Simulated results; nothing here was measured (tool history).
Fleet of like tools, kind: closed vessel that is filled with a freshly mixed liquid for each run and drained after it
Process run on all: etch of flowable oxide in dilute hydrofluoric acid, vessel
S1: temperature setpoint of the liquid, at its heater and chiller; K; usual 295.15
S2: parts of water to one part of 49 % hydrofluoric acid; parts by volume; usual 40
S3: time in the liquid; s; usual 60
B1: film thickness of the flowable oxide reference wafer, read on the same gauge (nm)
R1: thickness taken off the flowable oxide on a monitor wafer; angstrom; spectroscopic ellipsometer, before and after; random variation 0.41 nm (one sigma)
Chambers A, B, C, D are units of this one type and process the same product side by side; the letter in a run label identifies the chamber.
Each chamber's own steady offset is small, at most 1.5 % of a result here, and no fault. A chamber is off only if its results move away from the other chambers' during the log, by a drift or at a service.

run,hour,S1,S2,S3,B1,R1
1D,8.6,295.15,40,60,99.987,489.6
2C,16.1,295.15,40,60,100,497.36
3B,26.1,295.15,40,60,99.989,479.54
4A,35.3,295.15,40,60,100.04,481.14
5B,42.8,295.15,40,60,100.02,478.65
6A,48.6,295.15,40,60,99.944,480.87
7D,57.2,297.15,40,30,100.03,265.91
8C,67.1,297.15,40,30,99.982,265.49
9A,76.5,297.15,40,30,100,262.94
10D,85.3,297.15,40,30,99.986,270.69
11C,91.1,295.15,40,75,99.99,611.18
12B,98.3,295.15,40,75,100.02,603.35
13D,108,295.15,40,75,100.01,622.49
14B,117.3,295.15,40,75,100.01,601.43
15C,126.5,295.15,40,60,100.02,488.69
16A,135.9,295.15,40,60,99.999,481.8
17A,143,295.15,50,60,100,376.52
18B,150.7,295.15,50,60,100.01,381.6
19C,159.3,295.15,50,60,99.979,385.69
20D,165.4,295.15,50,60,100,387.34
21C,172.2,293.15,30,60,99.99,607.67
22B,182.1,293.15,30,60,99.967,595.48
23D,190.8,293.15,30,60,100.04,609.26
24A,198.5,293.15,30,60,99.994,599.64
25A,203.6,295.15,40,35,100.02,280.77
26B,212.3,295.15,40,35,99.973,280.68
27C,218.8,295.15,40,35,100.02,288.14
28D,224.7,295.15,40,35,99.998,287.26
29A,233.8,297.65,45,60,100,475.37
30C,240.4,297.65,45,60,100.04,483.81
31B,247.5,297.65,45,60,99.993,480.34
32D,257.6,297.65,45,60,100.04,480.71
33C,266.5,295.15,40,60,99.989,490.19
34A,275.4,295.15,55,60,99.976,341.9
# hour 278.8: chamber B: thermometer replaced
35B,283.7,295.15,55,60,100.02,344.15
36D,291.9,295.15,55,60,99.975,349.31
37C,298.6,295.15,55,60,99.974,348.53
38D,303.4,295.15,40,60,99.991,490.82
39B,308.5,295.15,40,60,99.972,484.63

For the next run the whole fleet of 4 chambers uses the same settings. Give each chamber's results:
40A,315.8,295.15,40,60,,?
40B,315.8,295.15,40,60,,?
40C,315.8,295.15,40,60,,?
40D,315.8,295.15,40,60,,?

run,R1
40A,486.12
40B,482.3
40C,489.31
40D,490.9
